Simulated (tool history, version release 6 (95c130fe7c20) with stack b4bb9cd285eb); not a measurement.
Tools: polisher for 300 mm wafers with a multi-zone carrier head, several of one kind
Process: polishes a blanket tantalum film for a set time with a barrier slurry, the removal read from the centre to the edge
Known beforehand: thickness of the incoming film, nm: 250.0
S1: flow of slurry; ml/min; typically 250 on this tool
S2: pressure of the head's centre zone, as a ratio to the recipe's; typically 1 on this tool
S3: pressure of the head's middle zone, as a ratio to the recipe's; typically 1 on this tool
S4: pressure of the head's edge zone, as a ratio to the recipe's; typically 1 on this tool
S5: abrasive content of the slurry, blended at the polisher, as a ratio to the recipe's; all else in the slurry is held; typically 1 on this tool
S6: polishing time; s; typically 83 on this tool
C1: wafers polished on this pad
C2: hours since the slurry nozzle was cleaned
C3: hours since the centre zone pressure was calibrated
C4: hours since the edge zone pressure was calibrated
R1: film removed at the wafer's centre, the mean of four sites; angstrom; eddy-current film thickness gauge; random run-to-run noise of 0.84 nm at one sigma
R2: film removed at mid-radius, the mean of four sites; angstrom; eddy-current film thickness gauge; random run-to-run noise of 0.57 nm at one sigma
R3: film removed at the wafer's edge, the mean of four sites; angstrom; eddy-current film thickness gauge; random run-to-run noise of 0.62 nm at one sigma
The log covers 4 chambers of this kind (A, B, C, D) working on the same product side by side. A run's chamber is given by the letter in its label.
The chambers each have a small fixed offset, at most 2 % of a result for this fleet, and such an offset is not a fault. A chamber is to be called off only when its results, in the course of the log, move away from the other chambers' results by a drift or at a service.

{"run": "1A", "hour": 3.6, "S1": 250, "S2": 1, "S3": 1, "S4": 1, "S5": 1, "S6": 83, "C1": 251, "C2": 229, "C3": 294, "C4": 405.7, "R1": 725.88, "R2": 720.29, "R3": 722.68}
{"run": "2B", "hour": 7.6, "S1": 250, "S2": 1, "S3": 1, "S4": 1, "S5": 1, "S6": 83, "C1": 198, "C2": 400.4, "C3": 317.6, "C4": 1019.6, "R1": 730.99, "R2": 726.37, "R3": 717.77}
{"run": "3D", "hour": 12.7, "S1": 250, "S2": 1, "S3": 1, "S4": 1, "S5": 1, "S6": 83, "C1": 413, "C2": 382.2, "C3": 177.1, "C4": 671.9, "R1": 728.95, "R2": 725.98, "R3": 692.48}
{"run": "4C", "hour": 17.6, "S1": 250, "S2": 1, "S3": 1, "S4": 1, "S5": 1, "S6": 83, "C1": 624, "C2": 359.6, "C3": 482.7, "C4": 231, "R1": 719.81, "R2": 719.1, "R3": 714.45}
{"run": "5D", "hour": 21.2, "S1": 250, "S2": 1, "S3": 1, "S4": 1, "S5": 1, "S6": 83, "C1": 516, "C2": 390.7, "C3": 185.6, "C4": 680.4, "R1": 724.29, "R2": 719.73, "R3": 709.14}
{"run": "6B", "hour": 25.5, "S1": 250, "S2": 1, "S3": 1, "S4": 1, "S5": 1, "S6": 83, "C1": 416, "C2": 418.3, "C3": 335.5, "C4": 1037.5, "R1": 734.25, "R2": 724.1, "R3": 711.12}
{"run": "7A", "hour": 29.1, "S1": 250, "S2": 1.06, "S3": 1.06, "S4": 1, "S5": 1, "S6": 83, "C1": 561, "C2": 254.5, "C3": 319.5, "C4": 431.2, "R1": 778.54, "R2": 761.84, "R3": 722.83}
{"hour": 32.3, "done": "chamber B: worn pad replaced by a new one"}
{"run": "8C", "hour": 33.4, "S1": 250, "S2": 1.06, "S3": 1.06, "S4": 1, "S5": 1, "S6": 83, "C1": 816, "C2": 375.4, "C3": 498.5, "C4": 246.8, "R1": 775.67, "R2": 760.84, "R3": 712.47}
{"run": "9D", "hour": 37.2, "S1": 250, "S2": 1.06, "S3": 1.06, "S4": 1, "S5": 1, "S6": 83, "C1": 710, "C2": 406.7, "C3": 201.6, "C4": 696.4, "R1": 772.33, "R2": 754.9, "R3": 708.2}
{"hour": 39.5, "done": "chamber D: worn pad replaced by a new one"}
{"run": "10B", "hour": 39.7, "S1": 250, "S2": 1.06, "S3": 1.06, "S4": 1, "S5": 1, "S6": 83, "C1": 90, "C2": 432.5, "C3": 349.7, "C4": 1051.7, "R1": 776.53, "R2": 759.86, "R3": 723.55}
{"hour": 42.8, "done": "chamber B: centre zone pressure recalibrated"}
{"run": "11A", "hour": 44.3, "S1": 250, "S2": 1, "S3": 1, "S4": 1, "S5": 1, "S6": 83, "C1": 746, "C2": 269.7, "C3": 334.7, "C4": 446.4, "R1": 730.09, "R2": 709.11, "R3": 716.5}
{"run": "12C", "hour": 49.4, "S1": 250, "S2": 1, "S3": 1, "S4": 1, "S5": 1, "S6": 83, "C1": 1011, "C2": 391.4, "C3": 514.5, "C4": 262.8, "R1": 721.62, "R2": 726.96, "R3": 710.19}
{"run": "13C", "hour": 53.8, "S1": 250, "S2": 1, "S3": 1, "S4": 1, "S5": 1, "S6": 83, "C1": 1064, "C2": 395.8, "C3": 518.9, "C4": 267.2, "R1": 725.33, "R2": 714.12, "R3": 720.27}
{"hour": 54.4, "done": "chamber C: worn pad replaced by a new one"}
{"run": "14A", "hour": 58.6, "S1": 250, "S2": 1, "S3": 1, "S4": 1, "S5": 1, "S6": 83, "C1": 920, "C2": 284, "C3": 349, "C4": 460.7, "R1": 723.55, "R2": 718.3, "R3": 714.41}
{"run": "15D", "hour": 62.3, "S1": 250, "S2": 1, "S3": 1, "S4": 1, "S5": 1, "S6": 83, "C1": 277, "C2": 431.8, "C3": 226.7, "C4": 721.5, "R1": 711.56, "R2": 727.33, "R3": 714.8}
{"run": "16B", "hour": 66.0, "S1": 250, "S2": 1, "S3": 1, "S4": 1, "S5": 1, "S6": 83, "C1": 409, "C2": 458.8, "C3": 23.3, "C4": 1078, "R1": 734.13, "R2": 713.5, "R3": 712.23}
{"run": "17B", "hour": 69.5, "S1": 250, "S2": 1, "S3": 1, "S4": 1, "S5": 1, "S6": 83, "C1": 452, "C2": 462.3, "C3": 26.8, "C4": 1081.5, "R1": 712.41, "R2": 718.57, "R3": 710.35}
{"run": "18A", "hour": 73.0, "S1": 250, "S2": 1, "S3": 1, "S4": 1, "S5": 1, "S6": 83, "C1": 1094, "C2": 298.4, "C3": 363.4, "C4": 475.1, "R1": 716.92, "R2": 718.75, "R3": 717.32}
{"hour": 74.3, "done": "chamber B: worn pad replaced by a new one"}
{"run": "19C", "hour": 77.6, "S1": 250, "S2": 1, "S3": 1, "S4": 1, "S5": 1, "S6": 83, "C1": 283, "C2": 419.6, "C3": 542.7, "C4": 291, "R1": 711.76, "R2": 723.79, "R3": 712.24}
{"hour": 77.8, "done": "chamber C: centre zone pressure recalibrated"}
{"run": "20D", "hour": 80.5, "S1": 250, "S2": 1, "S3": 0.95, "S4": 1, "S5": 1, "S6": 83, "C1": 498, "C2": 450, "C3": 244.9, "C4": 739.7, "R1": 723.07, "R2": 685.97, "R3": 700.98}
{"run": "21A", "hour": 82.8, "S1": 250, "S2": 1, "S3": 0.95, "S4": 1, "S5": 1, "S6": 83, "C1": 1214, "C2": 308.2, "C3": 373.2, "C4": 484.9, "R1": 723.03, "R2": 689.37, "R3": 720.03}
{"hour": 85.2, "done": "chamber A: worn pad replaced by a new one"}
{"run": "22D", "hour": 85.8, "S1": 250, "S2": 1, "S3": 0.95, "S4": 1, "S5": 1, "S6": 83, "C1": 562, "C2": 455.3, "C3": 250.2, "C4": 745, "R1": 718.38, "R2": 678.48, "R3": 716.32}
{"run": "23B", "hour": 89.6, "S1": 250, "S2": 1, "S3": 0.95, "S4": 1, "S5": 1, "S6": 83, "C1": 186, "C2": 482.4, "C3": 46.9, "C4": 1101.6, "R1": 713.19, "R2": 689.85, "R3": 722.5}
{"run": "24C", "hour": 92.6, "S1": 250, "S2": 1, "S3": 1, "S4": 1, "S5": 1, "S6": 83, "C1": 465, "C2": 434.6, "C3": 14.9, "C4": 306, "R1": 780.37, "R2": 717.27, "R3": 718.88}
{"run": "25C", "hour": 97.7, "S1": 250, "S2": 1, "S3": 1, "S4": 1, "S5": 1, "S6": 83, "C1": 527, "C2": 439.7, "C3": 20, "C4": 311.1, "R1": 797.28, "R2": 719.79, "R3": 714.66}
{"hour": 101.1, "done": "chamber B: slurry nozzle cleaned"}
{"run": "26B", "hour": 102.5, "S1": 250, "S2": 1, "S3": 1, "S4": 1, "S5": 1, "S6": 83, "C1": 342, "C2": 1.5, "C3": 59.8, "C4": 1114.5, "R1": 716.07, "R2": 731.82, "R3": 713.67}
{"run": "27A", "hour": 107.1, "S1": 250, "S2": 1, "S3": 1, "S4": 1, "S5": 1, "S6": 83, "C1": 266, "C2": 332.5, "C3": 397.5, "C4": 509.2, "R1": 715.89, "R2": 706.86, "R3": 717.45}
{"run": "28D", "hour": 110.1, "S1": 250, "S2": 1, "S3": 1, "S4": 1, "S5": 1, "S6": 83, "C1": 858, "C2": 479.6, "C3": 274.5, "C4": 769.3, "R1": 719.88, "R2": 713.37, "R3": 711.24}
{"hour": 111.7, "done": "chamber D: worn pad replaced by a new one"}
{"run": "29C", "hour": 114.0, "S1": 250, "S2": 1, "S3": 1, "S4": 1, "S5": 1, "S6": 83, "C1": 725, "C2": 456, "C3": 36.3, "C4": 327.4, "R1": 784.79, "R2": 708.51, "R3": 713.17}
{"hour": 115.7, "done": "chamber C: slurry nozzle cleaned"}
{"run": "30D", "hour": 117.3, "S1": 250, "S2": 1, "S3": 1, "S4": 1, "S5": 0.85, "S6": 108, "C1": 68, "C2": 486.8, "C3": 281.7, "C4": 776.5, "R1": 894.85, "R2": 890.7, "R3": 872.27}
{"run": "31B", "hour": 122.2, "S1": 250, "S2": 1, "S3": 1, "S4": 1, "S5": 0.85, "S6": 108, "C1": 582, "C2": 21.2, "C3": 79.5, "C4": 1134.2, "R1": 909.52, "R2": 890.79, "R3": 906.09}
{"hour": 122.4, "done": "chamber B: worn pad replaced by a new one"}
{"run": "32A", "hour": 126.6, "S1": 250, "S2": 1, "S3": 1, "S4": 1, "S5": 0.85, "S6": 108, "C1": 503, "C2": 352, "C3": 417, "C4": 528.7, "R1": 885.67, "R2": 884.44, "R3": 905.5}
{"run": "33B", "hour": 129.7, "S1": 250, "S2": 1, "S3": 1, "S4": 1, "S5": 0.85, "S6": 108, "C1": 88, "C2": 28.7, "C3": 87, "C4": 1141.7, "R1": 896.92, "R2": 893.82, "R3": 887.31}
{"run": "34A", "hour": 132.6, "S1": 250, "S2": 1, "S3": 1, "S4": 1, "S5": 1, "S6": 83, "C1": 575, "C2": 358, "C3": 423, "C4": 534.7, "R1": 729.9, "R2": 708.2, "R3": 723.63}
{"run": "35C", "hour": 135.5, "S1": 250, "S2": 1, "S3": 1, "S4": 1, "S5": 1, "S6": 83, "C1": 986, "C2": 19.8, "C3": 57.8, "C4": 348.9, "R1": 795.86, "R2": 714.37, "R3": 709.8}
{"run": "36D", "hour": 138.2, "S1": 180, "S2": 1.05, "S3": 1, "S4": 1, "S5": 1, "S6": 83, "C1": 322, "C2": 507.7, "C3": 302.6, "C4": 797.4, "R1": 714.92, "R2": 700.74, "R3": 676.89}
{"run": "37A", "hour": 141.8, "S1": 180, "S2": 1.05, "S3": 1, "S4": 1, "S5": 1, "S6": 83, "C1": 687, "C2": 367.2, "C3": 432.2, "C4": 543.9, "R1": 719.56, "R2": 676.37, "R3": 681.81}
{"run": "38C", "hour": 145.5, "S1": 180, "S2": 1.05, "S3": 1, "S4": 1, "S5": 1, "S6": 83, "C1": 1108, "C2": 29.8, "C3": 67.8, "C4": 358.9, "R1": 804.99, "R2": 693.27, "R3": 684.13}
{"run": "39B", "hour": 149.5, "S1": 180, "S2": 1.05, "S3": 1, "S4": 1, "S5": 1, "S6": 83, "C1": 329, "C2": 48.5, "C3": 106.8, "C4": 1161.5, "R1": 714.38, "R2": 696.03, "R3": 690.18}
{"run": "40D", "hour": 154.2, "S1": 250, "S2": 1, "S3": 1, "S4": 1, "S5": 1, "S6": 83, "C1": 517, "C2": 523.7, "C3": 318.6, "C4": 813.4, "R1": 727.52, "R2": 708.8, "R3": 701.52}
{"run": "41B", "hour": 158.7, "S1": 250, "S2": 1, "S3": 1, "S4": 1, "S5": 1, "S6": 83, "C1": 441, "C2": 57.7, "C3": 116, "C4": 1170.7, "R1": 714.31, "R2": 724.06, "R3": 717.89}
{"run": "42C", "hour": 162.5, "S1": 250, "S2": 1, "S3": 1, "S4": 1, "S5": 1, "S6": 83, "C1": 1314, "C2": 46.8, "C3": 84.8, "C4": 375.9, "R1": 792.74, "R2": 718.23, "R3": 719.71}
{"run": "43A", "hour": 167.0, "S1": 250, "S2": 1, "S3": 1, "S4": 1, "S5": 1, "S6": 83, "C1": 993, "C2": 392.4, "C3": 457.4, "C4": 569.1, "R1": 723.76, "R2": 722.53, "R3": 726.49}

Read the log: is a single chamber off, either drifting away or since a service, is the gauge that measures every chamber drifting, or is nothing wrong beyond small per-chamber offsets? Name any odd chamber and what most likely caused it.

A service on chamber C put it out of line with the rest.
What lies behind it: centre zone's pressure above its setpoint, % = 8.62.

Below are 4 candidate recipes for chamber C's next run, each the usual settings with a change, their results shown as question marks. Which of them brings C's results back in line with what the other chambers give on the usual settings?
In line here means within this much of the mean the other chambers give on the usual settings: R1 29 angstrom; R2 20 angstrom; R3 22 angstrom
{"run": "44C-1", "hour": 170.8, "S1": 250, "S2": 0.99, "S3": 1, "S4": 1.01, "S5": 1, "S6": 83, "R1": "?", "R2": "?", "R3": "?"}
{"run": "44C-2", "hour": 170.8, "S1": 250, "S2": 1.01, "S3": 1, "S4": 0.99, "S5": 1, "S6": 83, "R1": "?", "R2": "?", "R3": "?"}
{"run": "44C-3", "hour": 170.8, "S1": 245, "S2": 0.93, "S3": 1.01, "S4": 1.03, "S5": 1, "S6": 82, "R1": "?", "R2": "?", "R3": "?"}
{"run": "44C-4", "hour": 170.8, "S1": 255, "S2": 1.07, "S3": 0.99, "S4": 0.97, "S5": 1, "S6": 84, "R1": "?", "R2": "?", "R3": "?"}

Usual-settings mean across the other chambers: R1 722.81 angstrom; R2 720.64 angstrom; R3 715.66 angstrom
run=44C-1 R1=775.23 R2=726.13 R3=719.1
run=44C-2 R1=792.47 R2=726.06 R3=711.7
run=44C-3 R1=712.95 R2=722.58 R3=716.35
run=44C-4 R1=856.47 R2=729.4 R3=714.11
Change 44C-3 lands the chamber within the allowed miss of the other chambers.
